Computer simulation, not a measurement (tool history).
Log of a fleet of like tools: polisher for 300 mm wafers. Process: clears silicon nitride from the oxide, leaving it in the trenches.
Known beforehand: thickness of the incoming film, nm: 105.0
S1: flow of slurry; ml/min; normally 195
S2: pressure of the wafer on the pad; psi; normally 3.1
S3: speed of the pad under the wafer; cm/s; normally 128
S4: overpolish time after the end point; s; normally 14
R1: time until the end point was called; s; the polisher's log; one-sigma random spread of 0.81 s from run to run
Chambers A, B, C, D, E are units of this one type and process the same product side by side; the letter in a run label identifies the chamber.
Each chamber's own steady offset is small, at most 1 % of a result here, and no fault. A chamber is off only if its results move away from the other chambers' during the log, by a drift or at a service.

Run 1E, hour 7.7: usual settings. Result: R1 70.211 s.
At hour 14.6: chamber D: worn pad replaced by a new one.
Run 2A, hour 14.8: usual settings. Result: R1 69.196 s.
Run 3B, hour 22.0: usual settings. Result: R1 69.159 s.
At hour 25.0: chamber C: head pressure recalibrated.
Run 4C, hour 29.6: usual settings. Result: R1 70.187 s.
Run 5D, hour 38.7: usual settings. Result: R1 71.372 s.
At hour 38.9: chamber B: worn pad replaced by a new one.
Run 6E, hour 43.0: usual settings. Result: R1 69.546 s.
At hour 51.3: chamber E: slurry nozzle cleaned.
Run 7D, hour 52.0: usual settings. Result: R1 69.797 s.
Run 8C, hour 56.0: usual settings. Result: R1 69.803 s.
At hour 63.7: chamber A: worn pad replaced by a new one.
Run 9A, hour 65.0: usual settings. Result: R1 68.422 s.
Run 10B, hour 70.3: usual settings. Result: R1 69.839 s.
At hour 74.7: chamber B: slurry nozzle cleaned.
Run 11D, hour 76.0: usual settings. Result: R1 69.501 s.
Run 12C, hour 84.2: usual settings. Result: R1 68.132 s.
Run 13B, hour 88.5: usual settings. Result: R1 68.724 s.
Run 14A, hour 93.0: usual settings. Result: R1 71.388 s.
Run 15E, hour 98.6: usual settings. Result: R1 69.209 s.
At hour 104.7: chamber D: worn pad replaced by a new one.
Run 16E, hour 107.5: usual settings but S1 160 ml/min. Result: R1 69.688 s.
Run 17C, hour 113.6: usual settings but S1 160 ml/min. Result: R1 71.026 s.
At hour 117.5: chamber E: worn pad replaced by a new one.
Run 18D, hour 122.0: usual settings but S1 160 ml/min. Result: R1 71.526 s.
At hour 126.5: chamber A: head pressure recalibrated.
Run 19B, hour 130.2: usual settings but S1 160 ml/min. Result: R1 71.604 s.
Run 20A, hour 138.9: usual settings but S1 160 ml/min. Result: R1 69.689 s.
Run 21A, hour 144.9: usual settings. Result: R1 69.799 s.
At hour 147.3: chamber D: slurry nozzle cleaned.
Run 22C, hour 153.9: usual settings but S3 150 cm/s, S4 19 s. Result: R1 59.160 s.
At hour 161.7: chamber C: worn pad replaced by a new one.
Run 23D, hour 162.3: usual settings but S3 150 cm/s, S4 19 s. Result: R1 60.383 s.
Run 24E, hour 167.3: usual settings but S3 150 cm/s, S4 19 s. Result: R1 55.626 s.
Run 25B, hour 174.1: usual settings but S3 150 cm/s, S4 19 s. Result: R1 60.205 s.
Run 26C, hour 178.1: usual settings but S3 150 cm/s, S4 19 s. Result: R1 58.013 s.
Run 27E, hour 186.4: usual settings. Result: R1 64.907 s.
At hour 189.1: chamber D: worn pad replaced by a new one.
Run 28D, hour 193.2: usual settings. Result: R1 71.302 s.
Run 29A, hour 200.6: usual settings. Result: R1 70.121 s.
Run 30B, hour 206.4: usual settings. Result: R1 69.402 s.
At hour 210.7: chamber B: worn pad replaced by a new one.
Run 31A, hour 211.8: usual settings but S1 240 ml/min, S3 96 cm/s. Result: R1 90.854 s.
Run 32E, hour 220.1: usual settings but S1 240 ml/min, S3 96 cm/s. Result: R1 83.252 s.
Run 33B, hour 226.4: usual settings but S1 240 ml/min, S3 96 cm/s. Result: R1 89.933 s.
Run 34C, hour 234.9: usual settings but S1 240 ml/min, S3 96 cm/s. Result: R1 88.707 s.
Run 35D, hour 240.8: usual settings but S1 240 ml/min, S3 96 cm/s. Result: R1 91.288 s.
Run 36B, hour 244.9: usual settings. Result: R1 69.280 s.
Run 37D, hour 253.9: usual settings. Result: R1 71.148 s.

The same settings go to every chamber for the next run, one line per chamber below. Forecast the results for each:
Run 38A, hour 260.4: usual settings but S1 165 ml/min. Result: R1 ?.
Run 38B, hour 260.4: usual settings but S1 165 ml/min. Result: R1 ?.
Run 38C, hour 260.4: usual settings but S1 165 ml/min. Result: R1 ?.
Run 38D, hour 260.4: usual settings but S1 165 ml/min. Result: R1 ?.
Run 38E, hour 260.4: usual settings but S1 165 ml/min. Result: R1 ?.

run      R1
38A  72.519
38B  70.966
38C  72.049
38D  73.096
38E  64.826
